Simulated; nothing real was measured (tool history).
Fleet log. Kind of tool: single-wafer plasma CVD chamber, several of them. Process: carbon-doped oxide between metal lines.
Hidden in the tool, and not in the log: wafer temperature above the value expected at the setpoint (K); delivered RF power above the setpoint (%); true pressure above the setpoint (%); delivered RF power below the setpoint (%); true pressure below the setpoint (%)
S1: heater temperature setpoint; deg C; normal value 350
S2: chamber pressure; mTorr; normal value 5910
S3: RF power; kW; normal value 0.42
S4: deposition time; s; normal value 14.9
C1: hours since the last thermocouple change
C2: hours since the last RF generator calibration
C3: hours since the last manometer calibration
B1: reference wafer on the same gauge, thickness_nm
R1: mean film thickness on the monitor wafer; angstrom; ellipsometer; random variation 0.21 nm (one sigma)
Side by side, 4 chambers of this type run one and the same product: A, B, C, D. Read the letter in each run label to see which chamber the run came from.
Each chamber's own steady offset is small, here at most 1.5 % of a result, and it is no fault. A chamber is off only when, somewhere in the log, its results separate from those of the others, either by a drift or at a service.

run	hour	S1	S2	S3	S4	C1	C2	C3	B1	R1
1A	2.6	350	5910	0.42	14.9	124.8	410.6	277.1	66.212	700.93
2B	5.1	350	5910	0.42	14.9	486.9	792.3	786.4	66.198	686.41
3D	8.2	350	5910	0.42	14.9	1053	934.6	1556.3	66.209	702.58
4C	10.8	350	5910	0.42	14.9	192.2	1360.8	11	66.188	696.77
5B	13.9	350	5910	0.42	14.9	495.7	801.1	795.2	66.185	690.29
# hour 15.7: chamber B: RF generator calibrated
6D	18	350	5190	0.465	14.9	1062.8	944.4	1566.1	66.186	739
7C	23.4	350	5190	0.465	14.9	204.8	1373.4	23.6	66.183	741.18
8A	27.6	350	5190	0.465	14.9	149.8	435.6	302.1	66.19	741.09
9D	31	350	5190	0.465	14.9	1075.8	957.4	1579.1	66.165	739.5
10C	33.5	350	5910	0.42	14.9	214.9	1383.5	33.7	66.197	690.65
11B	37.9	336	6550	0.42	14.9	519.7	22.2	819.2	66.199	728.76
12A	41.7	336	6550	0.42	14.9	163.9	449.7	316.2	66.186	742.79
13A	44.5	336	6550	0.42	14.9	166.7	452.5	319	66.148	734.69
14B	49.2	336	6550	0.42	14.9	531	33.5	830.5	66.21	727.13
15D	51.9	350	5910	0.42	14.9	1096.7	978.3	1600	66.259	693.15
16C	56.8	350	5910	0.42	14.9	238.2	1406.8	57	66.214	685.84
17B	59.9	350	5910	0.42	14.9	541.7	44.2	841.2	66.176	688.92
18D	65.1	350	5910	0.42	14.9	1109.9	991.5	1613.2	66.276	700.49
19A	68.2	350	5910	0.36	14.9	190.4	476.2	342.7	66.234	624.93
20C	71.9	350	5910	0.36	14.9	253.3	1421.9	72.1	66.165	598.63
21B	75	350	5910	0.36	14.9	556.8	59.3	856.3	66.21	616.04
22A	78.8	350	5910	0.36	14.9	201	486.8	353.3	66.122	623.04
23D	83.6	350	5910	0.42	14.9	1128.4	1010	1631.7	66.206	701.76
24C	88.2	350	5910	0.42	14.9	269.6	1438.2	88.4	66.169	673.87

One chamber off, gauge drift, or nothing amiss beyond the chambers' own small offsets? If it is a chamber, which one, and what is the likeliest cause?

Little by little, chamber C moves away from the other chambers.
Likeliest cause: delivered RF power below the setpoint (%) = 4.91.

Which of the 4 candidates below, each the usual settings with something changed and its results left as question marks, puts chamber C back in line with what the other chambers give on the usual settings?
To be in line, a result may differ from the other chambers' mean on the usual settings by at most: R1 7.4 angstrom
25C-1	92.2	350	5900	0.415	14.8					?
25C-2	92.2	349	5970	0.44	14.9					?
25C-3	92.2	350	5910	0.43	14.9					?
25C-4	92.2	351	5910	0.42	14.3					?

Usual-settings mean across the other chambers: R1 697.04 angstrom
run	R1
25C-1	659.44
25C-2	696.45
25C-3	681.83
25C-4	641.64
With 25C-2, the chamber falls back in line with the rest.
